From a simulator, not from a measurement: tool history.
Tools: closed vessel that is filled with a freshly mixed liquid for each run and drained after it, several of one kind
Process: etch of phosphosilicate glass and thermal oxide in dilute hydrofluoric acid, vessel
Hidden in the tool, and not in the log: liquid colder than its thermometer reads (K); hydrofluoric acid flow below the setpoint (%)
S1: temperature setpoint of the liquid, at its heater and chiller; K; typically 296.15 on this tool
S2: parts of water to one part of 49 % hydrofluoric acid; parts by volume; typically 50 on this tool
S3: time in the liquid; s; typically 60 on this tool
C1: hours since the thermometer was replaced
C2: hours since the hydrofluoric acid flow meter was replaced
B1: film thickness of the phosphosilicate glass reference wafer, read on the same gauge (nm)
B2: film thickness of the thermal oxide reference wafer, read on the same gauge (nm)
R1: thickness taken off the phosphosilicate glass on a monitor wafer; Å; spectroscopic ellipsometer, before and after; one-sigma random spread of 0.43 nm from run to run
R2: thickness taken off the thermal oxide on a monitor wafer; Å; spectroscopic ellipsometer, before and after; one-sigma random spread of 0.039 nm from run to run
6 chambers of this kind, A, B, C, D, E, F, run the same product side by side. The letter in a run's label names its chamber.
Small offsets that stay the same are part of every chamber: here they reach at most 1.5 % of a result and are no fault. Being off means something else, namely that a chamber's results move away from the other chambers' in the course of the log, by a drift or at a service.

run	hour	S1	S2	S3	C1	C2	B1	B2	R1	R2
1B	8.2	296.15	50	60	1186	600.7	80.047	40.006	739.65	58.845
2A	20.9	296.15	50	60	639	1996.5	79.975	39.995	736.29	57.649
3E	32.1	296.15	50	60	1587	168.2	80.01	39.998	749.71	58.734
4F	43.3	296.15	50	60	277.6	1668.1	79.99	39.987	739.55	58.439
5D	51.8	296.15	50	60	1071.1	1110.3	79.961	40.012	729.97	58.774
6C	63.4	293.65	50	40	1010.9	647.3	80.013	40.009	437.4	34.62
7B	75	293.65	50	40	1252.8	667.5	79.969	40.002	440.01	35.052
# hour 82.2: chamber B: hydrofluoric acid flow meter replaced
8F	84.9	293.65	50	40	319.2	1709.7	80.012	39.986	443.6	35.182
9E	94.9	293.65	50	40	1649.8	231	80.076	40.006	447.37	34.588
10C	105.3	293.65	50	40	1052.8	689.2	80.022	39.999	438.98	34.496
11A	114.2	293.65	50	40	732.3	2089.8	80.028	40.006	439.93	34.791
# hour 116.4: chamber A: hydrofluoric acid flow meter replaced
12D	127.8	296.15	50	60	1147.1	1186.3	79.986	40.02	731.7	58.288
13A	134.4	296.15	50	60	752.5	18.1	80.007	39.994	737.1	58.662
14C	142.2	296.15	50	60	1089.7	726.1	79.99	39.993	731.4	57.574
15E	153.2	296.15	50	60	1708.1	289.3	79.993	39.997	746.11	59.298
16F	164.2	296.15	50	60	398.5	1789	80.016	39.981	738.68	57.866
17B	175.9	296.15	50	60	1353.7	93.8	79.988	39.998	736.63	58.381
18D	185.9	296.15	50	60	1205.2	1244.4	79.983	40.001	742.54	58.858
19F	196.7	296.15	50	60	431	1821.5	79.993	39.984	734.88	58.303
20E	208.6	296.15	50	60	1763.5	344.7	79.978	40.009	743.41	59.457
21C	221.4	296.15	50	60	1168.9	805.3	79.998	40.005	736.57	58.306
# hour 227.3: chamber F: hydrofluoric acid flow meter replaced
22A	228.8	296.15	50	60	846.9	112.5	80.007	40.001	726.75	57.895
23B	240.4	296.15	50	60	1418.2	158.3	80.011	39.99	737.9	58.749
24D	249.1	296.15	35	60	1268.4	1307.6	80.013	39.994	1071.4	85.116
25E	255.7	296.15	35	60	1810.6	391.8	80.006	39.993	1091.3	85.907
26F	266.6	296.15	35	60	500.9	39.3	79.961	40.013	1052.9	85.893
# hour 270.7: chamber C: thermometer replaced
27D	279.2	296.15	35	60	1298.5	1337.7	80.05	39.998	1071.1	84.83
28B	286.1	296.15	35	60	1463.9	204	80.008	40.015	1069.1	85.963
29C	299.9	296.15	35	60	29.2	883.8	79.998	39.989	1066.5	83.884
30A	311.9	296.15	50	60	930	195.6	79.981	39.992	736.65	57.976
# hour 322.5: chamber D: hydrofluoric acid flow meter replaced
31C	322.7	296.15	50	60	52	906.6	80.009	40.007	732.4	58.655
32A	332.4	296.15	50	60	950.5	216.1	80.008	39.984	738.03	58.126
33D	342.2	296.15	50	60	1361.5	19.7	80.034	39.978	744.38	58.81
34B	351.4	296.15	50	60	1529.2	269.3	80.046	39.994	740.47	58.281
35F	365.2	296.15	30	45	599.5	137.9	79.969	40.001	929.58	74.828
36E	374.9	296.15	30	45	1929.8	511	80.042	39.996	944.59	75.428
37D	387.8	296.15	30	45	1407.1	65.3	79.998	40.007	940.42	74.927
38F	395.8	296.15	30	45	630.1	168.5	79.945	39.991	923.83	74.393
39B	405.7	296.15	30	45	1583.5	323.6	79.968	40.014	932.2	73.748
40E	416.3	296.15	30	45	1971.2	552.4	80.004	39.996	956.15	75.152
41A	429.2	296.15	50	60	1047.3	312.9	79.984	40.005	729.91	58.493
42C	440.9	296.15	50	60	170.2	1024.8	80.011	40.011	734.34	57.612
43D	451.6	296.15	50	60	1470.9	129.1	80.03	40.004	736.41	58.552
44B	461.1	296.15	50	60	1638.9	379	80.002	39.999	735.86	58.568

Does one chamber stand apart from the rest, does the shared gauge drift, or is all well apart from small per-chamber offsets? Give the chamber and the most likely cause, where there is one.

Beyond each chamber's small constant offset nothing stands out, and the gauge stays steady.
